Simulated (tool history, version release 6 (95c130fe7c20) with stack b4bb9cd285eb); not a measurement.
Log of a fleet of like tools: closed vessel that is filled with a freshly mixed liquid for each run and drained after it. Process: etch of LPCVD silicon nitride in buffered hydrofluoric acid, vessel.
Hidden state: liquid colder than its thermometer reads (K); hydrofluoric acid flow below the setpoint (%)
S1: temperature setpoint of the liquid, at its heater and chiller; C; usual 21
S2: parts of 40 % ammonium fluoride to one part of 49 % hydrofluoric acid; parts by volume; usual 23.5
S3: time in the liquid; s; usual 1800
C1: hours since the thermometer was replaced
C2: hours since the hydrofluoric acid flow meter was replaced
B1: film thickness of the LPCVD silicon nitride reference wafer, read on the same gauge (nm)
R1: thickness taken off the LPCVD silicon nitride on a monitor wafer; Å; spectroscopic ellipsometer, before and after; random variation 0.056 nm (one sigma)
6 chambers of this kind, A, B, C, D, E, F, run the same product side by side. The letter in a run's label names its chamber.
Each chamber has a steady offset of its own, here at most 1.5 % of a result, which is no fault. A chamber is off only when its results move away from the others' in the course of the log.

| run | day | S1 | S2 | S3 | C1 | C2 | B1 | R1 |
|---|---|---|---|---|---|---|---|---|
| 1A | 0.208 | 21 | 23.5 | 1800 | 628.1 | 468.3 | 119.97 | 101.680 |
| 2D | 0.512 | 21 | 23.5 | 1800 | 51.8 | 183.5 | 120.00 | 101.630 |
| 3B | 0.792 | 21 | 23.5 | 1800 | 109.8 | 1390.2 | 119.99 | 102.140 |
| 4F | 1.146 | 21 | 23.5 | 1800 | 982.8 | 165.6 | 120.01 | 101.470 |
| 5E | 1.346 | 21 | 23.5 | 1800 | 766.3 | 284.1 | 120.01 | 101.400 |
| 6C | 1.662 | 21 | 23.5 | 1800 | 1607.9 | 1330.2 | 120.02 | 100.830 |
| 7D | 1.925 | 21 | 23.5 | 1800 | 85.7 | 217.4 | 119.99 | 100.680 |
| 8F | 2.117 | 21 | 23.5 | 1800 | 1006.1 | 188.9 | 120.02 | 101.590 |
| 9E | 2.475 | 21 | 23.5 | 1800 | 793.4 | 311.2 | 119.99 | 101.670 |
| 10A | 2.825 | 21 | 23.5 | 1800 | 690.9 | 531.1 | 120.01 | 100.820 |
| 11C | 3.192 | 25 | 23.5 | 1800 | 1644.6 | 1366.9 | 120.00 | 125.260 |
| 12B | 3.467 | 25 | 23.5 | 1800 | 174.0 | 1454.4 | 119.99 | 126.750 |
| 13F | 3.662 | 25 | 23.5 | 1800 | 1043.2 | 226.0 | 119.99 | 124.870 |
| 14B | 3.862 | 25 | 23.5 | 1800 | 183.5 | 1463.9 | 120.01 | 128.590 |
| 15A | 4.138 | 25 | 23.5 | 1800 | 722.4 | 562.6 | 120.00 | 125.600 |
| 16D | 4.317 | 25 | 23.5 | 1800 | 143.1 | 274.8 | 120.01 | 126.060 |
| 17E | 4.633 | 23 | 23.5 | 1430 | 845.2 | 363.0 | 119.99 | 90.071 |
| 18C | 4.988 | 23 | 23.5 | 1430 | 1687.7 | 1410.0 | 120.00 | 89.259 |
| 19B | 5.312 | 23 | 23.5 | 1430 | 218.3 | 1498.7 | 119.99 | 90.863 |
| 20D | 5.617 | 23 | 23.5 | 1430 | 174.3 | 306.0 | 120.01 | 89.633 |
| 21C | 5.962 | 23 | 23.5 | 1430 | 1711.1 | 1433.4 | 120.00 | 90.378 |
| 22F | 6.196 | 23 | 23.5 | 1430 | 1104.0 | 286.8 | 120.00 | 89.407 |
| 23A | 6.542 | 21 | 23.5 | 1800 | 780.1 | 620.3 | 120.00 | 100.450 |
| 24E | 6.850 | 21 | 23.5 | 1800 | 898.4 | 416.2 | 120.01 | 101.750 |
| 25E | 7.071 | 21 | 23.5 | 1800 | 903.7 | 421.5 | 120.00 | 100.790 |
| 26B | 7.358 | 21 | 23.5 | 1800 | 267.4 | 1547.8 | 120.02 | 102.290 |
| 27F | 7.642 | 21 | 23.5 | 1800 | 1138.7 | 321.5 | 120.00 | 100.850 |
| 28D | 7.871 | 21 | 23.5 | 1800 | 228.4 | 360.1 | 120.03 | 101.290 |
| 29A | 8.042 | 23 | 18.0 | 1800 | 816.1 | 656.3 | 120.00 | 139.870 |
| 30C | 8.271 | 23 | 18.0 | 1800 | 1766.5 | 1488.8 | 120.01 | 140.240 |
| 31D | 8.646 | 23 | 18.0 | 1800 | 247.0 | 378.7 | 120.00 | 140.220 |
| 32F | 8.904 | 23 | 18.0 | 1800 | 1169.0 | 351.8 | 120.02 | 139.460 |
| 33C | 9.100 | 23 | 18.0 | 1800 | 1786.4 | 1508.7 | 120.00 | 139.170 |
| 34B | 9.475 | 23 | 18.0 | 1800 | 318.2 | 1598.6 | 120.00 | 142.010 |
| 35E | 9.721 | 21 | 23.5 | 1800 | 967.3 | 485.1 | 119.99 | 100.590 |
| 36A | 10.071 | 21 | 23.5 | 1800 | 864.8 | 705.0 | 120.01 | 101.710 |
| 37A | 10.388 | 21 | 23.5 | 1800 | 872.4 | 712.6 | 120.00 | 101.470 |
| 38E | 10.688 | 21 | 23.5 | 1800 | 990.5 | 508.3 | 119.98 | 100.770 |

All 6 chambers run these settings next. Forecast each chamber's results:
| 39A | 10.967 | 24 | 23.5 | 1800 |  |  |  | ? |
| 39B | 10.967 | 24 | 23.5 | 1800 |  |  |  | ? |
| 39C | 10.967 | 24 | 23.5 | 1800 |  |  |  | ? |
| 39D | 10.967 | 24 | 23.5 | 1800 |  |  |  | ? |
| 39E | 10.967 | 24 | 23.5 | 1800 |  |  |  | ? |
| 39F | 10.967 | 24 | 23.5 | 1800 |  |  |  | ? |

| run | R1 |
|---|---|
| 39A | 119.020 |
| 39B | 120.630 |
| 39C | 119.790 |
| 39D | 120.200 |
| 39E | 120.210 |
| 39F | 118.530 |

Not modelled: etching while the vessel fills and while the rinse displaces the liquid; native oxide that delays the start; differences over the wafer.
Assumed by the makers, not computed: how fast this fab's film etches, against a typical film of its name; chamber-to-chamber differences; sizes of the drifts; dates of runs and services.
